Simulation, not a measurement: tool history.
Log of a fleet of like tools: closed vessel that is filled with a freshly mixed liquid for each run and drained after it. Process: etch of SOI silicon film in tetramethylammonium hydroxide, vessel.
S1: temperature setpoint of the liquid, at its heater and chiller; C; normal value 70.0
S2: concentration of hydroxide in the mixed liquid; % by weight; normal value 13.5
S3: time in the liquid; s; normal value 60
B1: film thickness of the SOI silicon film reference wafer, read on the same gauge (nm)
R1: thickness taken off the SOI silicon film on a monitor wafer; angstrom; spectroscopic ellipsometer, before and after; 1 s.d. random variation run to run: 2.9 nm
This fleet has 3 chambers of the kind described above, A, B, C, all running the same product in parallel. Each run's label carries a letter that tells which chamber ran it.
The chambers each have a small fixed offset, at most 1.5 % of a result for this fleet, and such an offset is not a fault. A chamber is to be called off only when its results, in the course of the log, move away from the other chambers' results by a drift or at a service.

run 1B day=0.262 | S1=70.0 S2=13.5 S3=60 | B1=110.01 | R1=3886.8
-- day=0.325 chamber B: hydroxide flow meter replaced
run 2C day=0.538 | S1=70.0 S2=13.5 S3=60 | B1=110.01 | R1=3917.5
run 3A day=0.812 | S1=70.0 S2=13.5 S3=60 | B1=109.99 | R1=3914.7
run 4A day=0.946 | S1=70.0 S2=13.5 S3=60 | B1=109.99 | R1=3976.0
run 5B day=1.108 | S1=70.0 S2=13.5 S3=60 | B1=110.00 | R1=3911.2
run 6C day=1.296 | S1=70.0 S2=13.5 S3=60 | B1=109.99 | R1=3889.8
run 7A day=1.508 | S1=67.0 S2=13.5 S3=40 | B1=110.00 | R1=2206.8
run 8B day=1.762 | S1=67.0 S2=13.5 S3=40 | B1=109.98 | R1=2186.6
run 9C day=1.975 | S1=67.0 S2=13.5 S3=40 | B1=110.00 | R1=2223.7
run 10B day=2.138 | S1=70.0 S2=13.5 S3=60 | B1=110.00 | R1=3896.7
run 11A day=2.308 | S1=70.0 S2=17.0 S3=50 | B1=110.01 | R1=2974.1
run 12C day=2.562 | S1=70.0 S2=17.0 S3=50 | B1=109.98 | R1=2951.7
run 13A day=2.712 | S1=70.0 S2=17.0 S3=50 | B1=110.01 | R1=3030.7
run 14C day=2.967 | S1=73.5 S2=13.5 S3=45 | B1=110.01 | R1=3533.4
run 15B day=3.100 | S1=73.5 S2=13.5 S3=45 | B1=110.00 | R1=3573.6
run 16B day=3.275 | S1=73.5 S2=13.5 S3=45 | B1=109.99 | R1=3582.5
run 17A day=3.450 | S1=70.0 S2=13.5 S3=60 | B1=110.00 | R1=3966.6
run 18C day=3.717 | S1=70.0 S2=13.5 S3=75 | B1=110.00 | R1=4846.2
run 19C day=3.962 | S1=70.0 S2=13.5 S3=75 | B1=110.00 | R1=4896.2
run 20A day=4.158 | S1=70.0 S2=13.5 S3=75 | B1=109.98 | R1=4989.3
run 21B day=4.388 | S1=70.0 S2=13.5 S3=60 | B1=110.00 | R1=3854.7
run 22B day=4.650 | S1=70.0 S2=13.5 S3=60 | B1=110.00 | R1=3904.2
run 23A day=4.888 | S1=70.0 S2=13.5 S3=60 | B1=110.00 | R1=3919.1
run 24C day=5.083 | S1=70.0 S2=13.5 S3=60 | B1=110.01 | R1=3939.2
run 25B day=5.367 | S1=70.0 S2=13.5 S3=60 | B1=110.02 | R1=3900.3
run 26A day=5.646 | S1=77.0 S2=10.0 S3=60 | B1=109.99 | R1=6811.2
run 27C day=5.833 | S1=77.0 S2=10.0 S3=60 | B1=110.00 | R1=6495.3
run 28A day=5.992 | S1=77.0 S2=10.0 S3=60 | B1=109.99 | R1=6717.5
run 29C day=6.204 | S1=70.0 S2=13.5 S3=60 | B1=109.99 | R1=3847.7
run 30B day=6.446 | S1=70.0 S2=13.5 S3=60 | B1=109.99 | R1=3953.4
run 31B day=6.638 | S1=70.0 S2=13.5 S3=60 | B1=109.99 | R1=3869.1
run 32A day=6.862 | S1=70.0 S2=13.5 S3=60 | B1=110.03 | R1=3949.7
run 33C day=7.075 | S1=67.0 S2=13.5 S3=80 | B1=110.01 | R1=4313.1
run 34C day=7.254 | S1=67.0 S2=13.5 S3=80 | B1=109.99 | R1=4366.4
run 35B day=7.458 | S1=67.0 S2=13.5 S3=80 | B1=110.01 | R1=4365.4
run 36A day=7.583 | S1=70.0 S2=13.5 S3=60 | B1=110.01 | R1=3926.2
run 37C day=7.717 | S1=70.0 S2=13.5 S3=60 | B1=110.00 | R1=3915.4
run 38B day=7.933 | S1=70.0 S2=13.5 S3=60 | B1=110.02 | R1=3883.3
run 39A day=8.142 | S1=70.0 S2=13.5 S3=60 | B1=109.99 | R1=3896.8
run 40C day=8.342 | S1=70.0 S2=13.5 S3=60 | B1=110.02 | R1=3891.0
run 41B day=8.542 | S1=70.0 S2=13.5 S3=60 | B1=110.00 | R1=3915.4
run 42A day=8.725 | S1=70.0 S2=13.5 S3=60 | B1=110.00 | R1=3970.6
run 43A day=8.942 | S1=70.0 S2=13.5 S3=60 | B1=110.00 | R1=3954.8

Decide between three cases: one chamber stands off from its peers, the gauge reading all wafers drifts, or nothing is wrong past each chamber's small offset. Where a chamber is off, say which and what most likely put it there.

No chamber stands off beyond its own small offset, and the gauge holds steady.

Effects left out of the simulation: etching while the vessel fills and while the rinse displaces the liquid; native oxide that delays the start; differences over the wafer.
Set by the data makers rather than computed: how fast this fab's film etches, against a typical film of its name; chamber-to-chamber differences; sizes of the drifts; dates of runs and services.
